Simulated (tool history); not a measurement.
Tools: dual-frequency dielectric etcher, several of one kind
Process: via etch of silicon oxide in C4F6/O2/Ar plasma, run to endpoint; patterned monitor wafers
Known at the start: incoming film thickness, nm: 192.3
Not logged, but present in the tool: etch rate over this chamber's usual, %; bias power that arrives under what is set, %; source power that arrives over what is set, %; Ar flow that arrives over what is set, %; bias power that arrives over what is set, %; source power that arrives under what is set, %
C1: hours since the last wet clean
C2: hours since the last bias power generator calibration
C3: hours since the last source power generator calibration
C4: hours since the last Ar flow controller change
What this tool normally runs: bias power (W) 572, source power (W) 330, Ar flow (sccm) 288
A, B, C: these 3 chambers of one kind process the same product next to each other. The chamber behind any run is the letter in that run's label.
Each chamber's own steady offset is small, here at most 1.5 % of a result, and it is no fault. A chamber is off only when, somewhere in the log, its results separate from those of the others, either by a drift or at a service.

run 1B hour=4.8 | bias_power_(W)=572 source_power_(W)=330 Ar_flow_(sccm)=288 | C1=270.2 C2=505.6 C3=310.2 C4=181.4 | endpoint_time_(s)=42.68
run 2A hour=13.1 | bias_power_(W)=572 source_power_(W)=330 Ar_flow_(sccm)=288 | C1=279.5 C2=688 C3=864.4 C4=2377.6 | endpoint_time_(s)=42.683
run 3C hour=20.2 | bias_power_(W)=572 source_power_(W)=330 Ar_flow_(sccm)=288 | C1=80.3 C2=1115.9 C3=2090.7 C4=463.4 | endpoint_time_(s)=43.697
run 4C hour=28.4 | bias_power_(W)=572 source_power_(W)=330 Ar_flow_(sccm)=288 | C1=88.5 C2=1124.1 C3=2098.9 C4=471.6 | endpoint_time_(s)=43.237
run 5B hour=34.4 | bias_power_(W)=572 source_power_(W)=330 Ar_flow_(sccm)=288 | C1=299.8 C2=535.2 C3=339.8 C4=211 | endpoint_time_(s)=42.643
run 6A hour=41.2 | bias_power_(W)=572 source_power_(W)=390 Ar_flow_(sccm)=231 | C1=307.6 C2=716.1 C3=892.5 C4=2405.7 | endpoint_time_(s)=39.061
run 7B hour=47.4 | bias_power_(W)=572 source_power_(W)=390 Ar_flow_(sccm)=231 | C1=312.8 C2=548.2 C3=352.8 C4=224 | endpoint_time_(s)=39.223
run 8C hour=54.1 | bias_power_(W)=572 source_power_(W)=390 Ar_flow_(sccm)=231 | C1=114.2 C2=1149.8 C3=2124.6 C4=497.3 | endpoint_time_(s)=39.826
run 9A hour=58.9 | bias_power_(W)=513 source_power_(W)=330 Ar_flow_(sccm)=288 | C1=325.3 C2=733.8 C3=910.2 C4=2423.4 | endpoint_time_(s)=44.905
run 10B hour=64.9 | bias_power_(W)=513 source_power_(W)=330 Ar_flow_(sccm)=288 | C1=330.3 C2=565.7 C3=370.3 C4=241.5 | endpoint_time_(s)=44.587
run 11C hour=73.5 | bias_power_(W)=513 source_power_(W)=330 Ar_flow_(sccm)=288 | C1=133.6 C2=1169.2 C3=2144 C4=516.7 | endpoint_time_(s)=45.238
run 12A hour=80.2 | bias_power_(W)=572 source_power_(W)=330 Ar_flow_(sccm)=288 | C1=346.6 C2=755.1 C3=931.5 C4=2444.7 | endpoint_time_(s)=42.809
run 13C hour=88 | bias_power_(W)=572 source_power_(W)=330 Ar_flow_(sccm)=288 | C1=148.1 C2=1183.7 C3=2158.5 C4=531.2 | endpoint_time_(s)=43.329
run 14B hour=92.6 | bias_power_(W)=572 source_power_(W)=330 Ar_flow_(sccm)=288 | C1=358 C2=593.4 C3=398 C4=269.2 | endpoint_time_(s)=43.012
-- hour=93.8 chamber A: wet clean of the chamber
run 15A hour=100.7 | bias_power_(W)=572 source_power_(W)=330 Ar_flow_(sccm)=288 | C1=7 C2=775.6 C3=952 C4=2465.2 | endpoint_time_(s)=43.137
run 16C hour=108.8 | bias_power_(W)=628 source_power_(W)=330 Ar_flow_(sccm)=330 | C1=168.9 C2=1204.5 C3=2179.3 C4=552 | endpoint_time_(s)=42.18
run 17B hour=115 | bias_power_(W)=628 source_power_(W)=330 Ar_flow_(sccm)=330 | C1=380.4 C2=615.8 C3=420.4 C4=291.6 | endpoint_time_(s)=41.703
run 18A hour=119.2 | bias_power_(W)=628 source_power_(W)=330 Ar_flow_(sccm)=330 | C1=25.5 C2=794.1 C3=970.5 C4=2483.7 | endpoint_time_(s)=41.962
run 19A hour=127.2 | bias_power_(W)=572 source_power_(W)=330 Ar_flow_(sccm)=288 | C1=33.5 C2=802.1 C3=978.5 C4=2491.7 | endpoint_time_(s)=42.89
run 20B hour=134.6 | bias_power_(W)=572 source_power_(W)=330 Ar_flow_(sccm)=288 | C1=400 C2=635.4 C3=440 C4=311.2 | endpoint_time_(s)=42.569
run 21C hour=138.6 | bias_power_(W)=572 source_power_(W)=330 Ar_flow_(sccm)=288 | C1=198.7 C2=1234.3 C3=2209.1 C4=581.8 | endpoint_time_(s)=42.552
-- hour=143.9 chamber B: wet clean of the chamber
run 22C hour=147.5 | bias_power_(W)=572 source_power_(W)=330 Ar_flow_(sccm)=288 | C1=207.6 C2=1243.2 C3=2218 C4=590.7 | endpoint_time_(s)=42.612
run 23B hour=153.4 | bias_power_(W)=572 source_power_(W)=330 Ar_flow_(sccm)=288 | C1=9.5 C2=654.2 C3=458.8 C4=330 | endpoint_time_(s)=42.657
run 24A hour=159 | bias_power_(W)=572 source_power_(W)=330 Ar_flow_(sccm)=288 | C1=65.3 C2=833.9 C3=1010.3 C4=2523.5 | endpoint_time_(s)=43.203
run 25B hour=167.2 | bias_power_(W)=572 source_power_(W)=330 Ar_flow_(sccm)=288 | C1=23.3 C2=668 C3=472.6 C4=343.8 | endpoint_time_(s)=42.616
run 26C hour=173.7 | bias_power_(W)=572 source_power_(W)=330 Ar_flow_(sccm)=288 | C1=233.8 C2=1269.4 C3=2244.2 C4=616.9 | endpoint_time_(s)=42.283
run 27A hour=180.9 | bias_power_(W)=572 source_power_(W)=330 Ar_flow_(sccm)=288 | C1=87.2 C2=855.8 C3=1032.2 C4=2545.4 | endpoint_time_(s)=42.862
run 28C hour=188.4 | bias_power_(W)=572 source_power_(W)=330 Ar_flow_(sccm)=288 | C1=248.5 C2=1284.1 C3=2258.9 C4=631.6 | endpoint_time_(s)=42.112
run 29B hour=197.4 | bias_power_(W)=519 source_power_(W)=400 Ar_flow_(sccm)=288 | C1=53.5 C2=698.2 C3=502.8 C4=374 | endpoint_time_(s)=41.22
run 30A hour=202.4 | bias_power_(W)=519 source_power_(W)=400 Ar_flow_(sccm)=288 | C1=108.7 C2=877.3 C3=1053.7 C4=2566.9 | endpoint_time_(s)=41.313
run 31A hour=210.2 | bias_power_(W)=519 source_power_(W)=400 Ar_flow_(sccm)=288 | C1=116.5 C2=885.1 C3=1061.5 C4=2574.7 | endpoint_time_(s)=41.14
run 32C hour=215.4 | bias_power_(W)=572 source_power_(W)=330 Ar_flow_(sccm)=288 | C1=275.5 C2=1311.1 C3=2285.9 C4=658.6 | endpoint_time_(s)=41.609
run 33B hour=220 | bias_power_(W)=572 source_power_(W)=260 Ar_flow_(sccm)=288 | C1=76.1 C2=720.8 C3=525.4 C4=396.6 | endpoint_time_(s)=46.401
run 34A hour=225.2 | bias_power_(W)=572 source_power_(W)=260 Ar_flow_(sccm)=288 | C1=131.5 C2=900.1 C3=1076.5 C4=2589.7 | endpoint_time_(s)=46.848
run 35C hour=232.9 | bias_power_(W)=572 source_power_(W)=260 Ar_flow_(sccm)=288 | C1=293 C2=1328.6 C3=2303.4 C4=676.1 | endpoint_time_(s)=45.158
run 36B hour=241.7 | bias_power_(W)=572 source_power_(W)=330 Ar_flow_(sccm)=339 | C1=97.8 C2=742.5 C3=547.1 C4=418.3 | endpoint_time_(s)=43.172

Next, every chamber runs the same settings. What will each give?
run 37A hour=248.2 | bias_power_(W)=572 source_power_(W)=330 Ar_flow_(sccm)=288 | endpoint_time_(s)=?
run 37B hour=248.2 | bias_power_(W)=572 source_power_(W)=330 Ar_flow_(sccm)=288 | endpoint_time_(s)=?
run 37C hour=248.2 | bias_power_(W)=572 source_power_(W)=330 Ar_flow_(sccm)=288 | endpoint_time_(s)=?

run=37A endpoint_time_(s)=42.792
run=37B endpoint_time_(s)=42.516
run=37C endpoint_time_(s)=41.531
